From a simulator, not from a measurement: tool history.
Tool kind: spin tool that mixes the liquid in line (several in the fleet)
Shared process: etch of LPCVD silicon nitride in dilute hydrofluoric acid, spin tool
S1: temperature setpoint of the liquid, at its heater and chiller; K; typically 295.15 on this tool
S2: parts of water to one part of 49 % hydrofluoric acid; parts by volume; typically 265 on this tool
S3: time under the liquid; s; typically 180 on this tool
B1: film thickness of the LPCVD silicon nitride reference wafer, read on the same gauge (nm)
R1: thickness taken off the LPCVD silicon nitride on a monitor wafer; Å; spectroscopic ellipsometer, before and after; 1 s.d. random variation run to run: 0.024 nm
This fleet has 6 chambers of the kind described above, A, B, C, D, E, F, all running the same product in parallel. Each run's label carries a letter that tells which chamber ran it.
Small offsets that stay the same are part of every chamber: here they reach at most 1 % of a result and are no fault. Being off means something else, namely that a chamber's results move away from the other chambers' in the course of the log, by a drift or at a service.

run	day	S1	S2	S3	B1	R1
1F	0.221	295.15	265	180	110	3.2626
2D	0.408	295.15	265	180	109.96	2.6477
3B	0.692	295.15	265	180	109.98	2.7803
4E	0.933	295.15	265	180	109.96	3.1612
5A	1.146	295.15	265	180	110.02	2.5196
6C	1.471	295.15	265	180	109.98	3.1638
7E	1.679	295.15	265	180	110.03	2.8165
8D	1.862	295.15	265	180	109.98	2.8032
9A	2.167	295.15	265	180	110.02	3.045
10B	2.362	295.15	265	180	110.06	2.5718
11C	2.533	295.15	265	180	110.02	3.1957
12F	2.704	295.15	265	180	109.97	3.0843
13C	2.988	295.15	265	180	110.03	3.1799
14D	3.308	295.15	155	280	110	7.0895
15A	3.483	295.15	155	280	110.04	8.8774
# day 3.5: chamber F: thermometer replaced
16F	3.717	295.15	155	280	110.05	7.3294
17E	4.017	295.15	155	280	109.96	6.9962
# day 4.096: chamber C: hydrofluoric acid flow meter replaced
18B	4.279	295.15	155	280	109.97	9.2063
19D	4.5	295.15	155	280	109.98	7.4192
20A	4.804	295.15	265	180	110.02	3.2234
21C	5.158	295.15	265	180	110.04	3.0063
22E	5.504	295.15	265	180	109.98	2.7458
23B	5.667	295.15	265	180	109.98	3.0707
24F	5.871	295.15	265	180	110.05	2.8205
25F	6.188	295.15	265	180	110.01	2.8881
26C	6.492	295.15	265	180	110.01	3.0355
27B	6.696	295.15	265	180	110.05	2.7254
28A	7.033	295.15	265	180	110.01	2.5536
29E	7.242	295.15	265	180	110	2.7436
30D	7.458	295.15	265	180	110.01	3.0651
31E	7.725	295.15	265	180	110.04	3.0293
32C	8.042	295.15	265	180	110.05	2.6143
33F	8.35	295.15	265	180	110.06	2.6456
34B	8.679	295.15	265	180	110.03	2.8555
35A	8.838	295.15	265	180	110.01	2.9628
36D	9.1	295.15	265	180	109.98	3.0783
37C	9.296	295.15	200	180	110.04	3.6797
38D	9.542	295.15	200	180	110	3.4948
39F	9.875	295.15	200	180	110	3.4055
40E	10.204	295.15	200	180	109.97	3.8993
41A	10.417	295.15	200	180	109.99	4.2459
42B	10.725	295.15	200	180	109.98	4.0675
43C	11.079	295.15	265	180	110.01	3.2181

Does one chamber stand apart from the rest, does the shared gauge drift, or is all well apart from small per-chamber offsets? Give the chamber and the most likely cause, where there is one.

No chamber is off and the gauge is stable; the differences are just each chamber's small, constant offset.

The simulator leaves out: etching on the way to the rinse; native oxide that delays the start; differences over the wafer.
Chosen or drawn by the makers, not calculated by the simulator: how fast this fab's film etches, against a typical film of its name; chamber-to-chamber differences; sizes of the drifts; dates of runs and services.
